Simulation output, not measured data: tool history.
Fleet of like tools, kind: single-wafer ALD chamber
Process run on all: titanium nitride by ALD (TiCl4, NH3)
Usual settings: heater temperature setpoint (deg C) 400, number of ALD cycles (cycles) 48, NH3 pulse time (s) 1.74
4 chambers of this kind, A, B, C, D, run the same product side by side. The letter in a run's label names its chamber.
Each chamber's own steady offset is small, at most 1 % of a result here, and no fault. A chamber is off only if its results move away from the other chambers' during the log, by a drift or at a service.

run	hour	heater temperature setpoint (deg C)	number of ALD cycles (cycles)	NH3 pulse time (s)	hours since the last thermocouple change	read-back reference wafer on the same gauge, thickness_nm	mean film thickness on the monitor wafer (nm)
1C	4.1	400	48	1.74	728.3	1.0106	1.0643
2A	7	400	48	1.74	737.4	1.0097	1.051
3B	11.7	400	48	1.74	910.5	1.0091	1.0508
4D	14.5	400	48	1.74	1269.9	1.0105	1.0518
5D	17	400	39	1.74	1272.4	1.0105	0.85195
6B	19.3	400	39	1.74	918.1	1.0109	0.84929
7C	22.5	400	39	1.74	746.7	1.0104	0.8613
8A	26.5	400	39	1.74	756.9	1.0089	0.85343
9B	30.1	400	48	1.14	928.9	1.0113	1.0152
10A	33.2	400	48	1.14	763.6	1.0096	1.0267
11D	37.3	400	48	1.14	1292.7	1.0097	1.0295
12C	39.6	400	48	1.14	763.8	1.0095	1.0458
13A	42.5	400	48	1.74	772.9	1.0086	1.0481
14C	47	400	48	1.74	771.2	1.0103	1.0657
15B	49.2	400	48	1.74	948	1.0084	1.0515
16D	51.7	400	41	1.74	1307.1	1.0095	0.89808
17C	56.2	400	41	1.74	780.4	1.0098	0.91575
18A	60.4	400	41	1.74	790.8	1.0099	0.90561
19B	64.3	400	41	1.74	963.1	1.0106	0.89061
20D	67.3	400	48	1.74	1322.7	1.0106	1.0469
21B	69.8	400	48	1.74	968.6	1.0083	1.0366
22A	73.7	400	48	1.74	804.1	1.0098	1.046
23C	77.3	400	48	1.74	801.5	1.0109	1.0663
24D	81.7	400	48	1.74	1337.1	1.0086	1.0463
25C	85.8	400	48	1.74	810	1.009	1.0593
26D	90.4	400	48	1.74	1345.8	1.0087	1.0438
27A	93.7	400	48	1.74	824.1	1.0096	1.0453
28B	97.8	408	48	1.16	996.6	1.0097	1.042

Is one chamber out of step, is the gauge drifting, or do the chambers differ by no more than their own small offsets? For an off chamber, give its letter and the likeliest cause.

Beyond each chamber's small constant offset nothing stands out, and the gauge stays steady.

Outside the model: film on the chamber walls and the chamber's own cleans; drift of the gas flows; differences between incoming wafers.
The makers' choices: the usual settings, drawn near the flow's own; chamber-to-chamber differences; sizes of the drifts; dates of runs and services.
